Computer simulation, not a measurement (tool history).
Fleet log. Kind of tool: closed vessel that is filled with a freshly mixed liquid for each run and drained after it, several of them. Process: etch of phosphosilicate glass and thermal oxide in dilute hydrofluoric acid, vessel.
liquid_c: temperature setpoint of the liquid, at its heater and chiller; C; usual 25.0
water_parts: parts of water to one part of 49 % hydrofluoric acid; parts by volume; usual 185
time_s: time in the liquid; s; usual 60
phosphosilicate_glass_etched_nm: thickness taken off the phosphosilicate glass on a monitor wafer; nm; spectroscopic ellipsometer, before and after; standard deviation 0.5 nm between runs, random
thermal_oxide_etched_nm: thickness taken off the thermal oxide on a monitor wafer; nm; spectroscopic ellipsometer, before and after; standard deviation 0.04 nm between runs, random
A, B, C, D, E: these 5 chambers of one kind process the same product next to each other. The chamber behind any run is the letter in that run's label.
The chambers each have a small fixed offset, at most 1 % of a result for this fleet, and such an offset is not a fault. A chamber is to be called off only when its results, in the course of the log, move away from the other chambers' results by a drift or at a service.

run	hour	liquid_c	water_parts	time_s	hours since the thermometer was replaced	hours since the hydrofluoric acid flow meter was replaced	read-back film thickness of the phosphosilicate glass reference wafer, read on the same gauge (nm)	read-back film thickness of the thermal oxide reference wafer, read on the same gauge (nm)	phosphosilicate_glass_etched_nm	thermal_oxide_etched_nm
# hour 2.5: chamber A: thermometer replaced
1A	5.4	25.0	185	60	3.0	1846.7	39.977	109.99	52.265	1.4436
2E	8.4	25.0	185	60	1223.4	804.5	40.008	110.01	51.798	1.4151
3B	12.5	25.0	185	60	1173.8	128.7	40.012	109.98	51.320	1.5199
4C	16.3	25.0	185	60	526.4	492.3	39.972	110.01	51.906	1.4077
5D	21.7	25.0	185	60	829.8	1490.2	40.022	109.99	50.247	1.4359
6D	26.2	25.0	185	60	834.3	1494.7	39.993	110.01	51.981	1.3701
7E	30.2	25.0	185	60	1245.2	826.3	39.981	110.01	51.264	1.4023
8B	35.6	25.0	185	60	1196.9	151.8	40.024	110.02	50.913	1.4902
9A	38.7	25.0	185	60	36.3	1880.0	40.002	110.01	51.858	1.4973
10C	42.3	22.5	185	60	552.4	518.3	39.999	109.99	47.183	1.3185
11A	48.3	22.5	185	60	45.9	1889.6	39.984	109.99	47.510	1.3087
12C	52.2	22.5	185	60	562.3	528.2	39.997	109.99	46.631	1.3102
13D	58.0	22.5	185	60	866.1	1526.5	39.999	110.02	47.570	1.2824
14B	62.1	22.5	185	60	1223.4	178.3	40.003	109.98	46.481	1.2888
15E	67.9	25.0	185	60	1282.9	864.0	39.997	110.00	51.461	1.4821
16A	73.5	25.0	185	60	71.1	1914.8	40.005	110.00	51.313	1.4076
17E	78.5	25.0	185	60	1293.5	874.6	40.030	109.98	52.368	1.4324
18B	84.9	25.0	185	60	1246.2	201.1	39.987	110.01	50.798	1.4830
19C	88.6	25.0	185	60	598.7	564.6	39.967	109.98	50.878	1.3989
20D	94.0	25.0	185	60	902.1	1562.5	40.022	110.00	53.466	1.4089
21D	99.8	25.0	185	60	907.9	1568.3	39.981	109.99	54.295	1.5717
22C	102.8	25.0	185	60	612.9	578.8	39.984	110.01	51.782	1.4480
23A	107.7	25.0	185	60	105.3	1949.0	39.992	110.00	51.785	1.4114
# hour 111.4: chamber E: hydrofluoric acid flow meter replaced
24E	112.5	25.0	185	60	1327.5	1.1	40.045	110.00	51.751	1.4613
25B	118.6	25.0	185	60	1279.9	234.8	40.004	110.00	51.521	1.4929
26D	122.2	25.0	185	60	930.3	1590.7	39.983	110.01	54.632	1.4717
27E	127.9	25.0	185	60	1342.9	16.5	39.987	110.02	51.368	1.4755
28A	131.5	25.0	185	60	129.1	1972.8	39.991	109.99	51.830	1.4020
29C	137.1	25.0	185	60	647.2	613.1	40.010	110.00	51.825	1.4135
30B	140.7	25.0	185	60	1302.0	256.9	40.014	110.00	50.588	1.4014
31C	145.5	25.0	185	60	655.6	621.5	40.013	110.00	51.564	1.3712
32D	149.8	28.5	185	60	957.9	1618.3	40.003	109.98	63.858	1.8516
33A	156.5	28.5	185	60	154.1	1997.8	40.015	110.02	58.162	1.6400
34E	163.2	28.5	185	60	1378.2	51.8	39.996	109.99	58.259	1.5780

Each of the 5 chambers runs these same settings next. Fill in every chamber's results:
35A	168.0	23.0	185	60					?	?
35B	168.0	23.0	185	60					?	?
35C	168.0	23.0	185	60					?	?
35D	168.0	23.0	185	60					?	?
35E	168.0	23.0	185	60					?	?

run	phosphosilicate_glass_etched_nm	thermal_oxide_etched_nm
35A	48.549	1.3749
35B	47.942	1.3240
35C	48.675	1.3800
35D	52.687	1.4565
35E	47.560	1.2922
